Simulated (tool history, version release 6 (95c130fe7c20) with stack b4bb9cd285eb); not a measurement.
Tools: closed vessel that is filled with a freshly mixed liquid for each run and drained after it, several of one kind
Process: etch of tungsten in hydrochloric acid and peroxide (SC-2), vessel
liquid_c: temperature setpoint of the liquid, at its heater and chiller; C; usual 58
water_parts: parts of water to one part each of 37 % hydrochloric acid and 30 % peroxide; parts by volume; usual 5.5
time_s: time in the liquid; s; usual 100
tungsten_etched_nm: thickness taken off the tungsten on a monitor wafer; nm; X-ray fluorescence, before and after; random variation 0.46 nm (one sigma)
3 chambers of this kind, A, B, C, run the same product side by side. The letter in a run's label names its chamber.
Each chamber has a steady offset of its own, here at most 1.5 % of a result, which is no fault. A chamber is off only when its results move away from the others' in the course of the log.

run,hour,liquid_c,water_parts,time_s,hours since the thermometer was replaced,hours since the chemicals flow meter was replaced,hours since the drum of peroxide was connected,"read-back film thickness of the tungsten reference wafer, read on the same gauge (nm)",tungsten_etched_nm
1B,3.8,58,5.5,100,1261.7,1479.6,1299.6,109.98,49.894
2C,7.6,58,5.5,100,786.8,877.2,31,110.02,50.098
3A,13,58,5.5,100,404.6,1942.7,195.3,109.98,49.322
4B,17.5,58,5.5,100,1275.4,1493.3,1313.3,110,49.304
5C,21.7,58,5.5,100,800.9,891.3,45.1,110.04,50.706
6A,27.4,58,5.5,100,419,1957.1,209.7,109.99,50.743
7C,31.9,58,5.5,100,811.1,901.5,55.3,110,49.802
8A,35.7,58,5.5,100,427.3,1965.4,218,109.99,51.188
9B,39.8,58,5.5,100,1297.7,1515.6,1335.6,110.05,50.027
10B,43.2,58,5.5,100,1301.1,1519,1339,110,50.277
11C,49.6,58,5.5,100,828.8,919.2,73,110.01,49.811
# hour 51.3: chamber C: thermometer replaced
12A,56.4,58,5.5,100,448,1986.1,238.7,110.02,50.615
13B,63.1,58,5.5,100,1321,1538.9,1358.9,110.08,50.636
14C,68.3,58,5.5,100,17,937.9,91.7,110.02,50.268
15A,73.5,58,5.5,100,465.1,2003.2,255.8,110.01,50.769
16A,80.8,58,5.5,100,472.4,2010.5,263.1,110.01,50.849
17C,86.5,58,4.5,100,35.2,956.1,109.9,110.01,56.462
18B,91,58,4.5,100,1348.9,1566.8,1386.8,110,58.295
19A,96.9,58,4.5,100,488.5,2026.6,279.2,109.98,60.194
20C,103.5,58,5.5,100,52.2,973.1,126.9,109.95,50.08
21B,109.9,58,5.5,100,1367.8,1585.7,1405.7,109.99,50.665
22B,116.7,58,5.5,100,1374.6,1592.5,1412.5,110.04,50.163
23A,122.7,58,5.5,100,514.3,2052.4,305,109.96,52.354
24C,128.6,66.5,4,100,77.3,998.2,152,110.01,106.6
25C,132,66.5,4,100,80.7,1001.6,155.4,110.01,106.51
26B,136.9,66.5,4,100,1394.8,1612.7,1432.7,110.02,105.52
27A,140.4,58,5.5,100,532,2070.1,322.7,110.03,54.404
28C,147,58,5.5,100,95.7,1016.6,170.4,109.99,48.965
29B,154,58,5.5,100,1411.9,1629.8,1449.8,109.97,51.182
30A,158,58,5.5,100,549.6,2087.7,340.3,109.99,54.637
31A,163.4,58,5.5,100,555,2093.1,345.7,110.05,55.4
32B,169.9,58,5.5,100,1427.8,1645.7,1465.7,109.98,50.371
33C,174.5,58,5.5,100,123.2,1044.1,197.9,109.98,50.232
34C,178.8,58,5.5,100,127.5,1048.4,202.2,109.97,51.11
35A,185.7,58,5.5,100,577.3,2115.4,368,110.01,56.247
36B,190.5,58,5.5,100,1448.4,1666.3,1486.3,110.03,49.444
37C,197.7,58,5.5,100,146.4,1067.3,221.1,109.96,49.703
38A,202.4,58,5.5,155,594,2132.1,384.7,109.97,87.026

Next, every chamber runs the same settings. What will each give?
39A,207.6,58,5.5,100,,,,,?
39B,207.6,58,5.5,100,,,,,?
39C,207.6,58,5.5,100,,,,,?

run,tungsten_etched_nm
39A,57.645
39B,50.399
39C,49.69
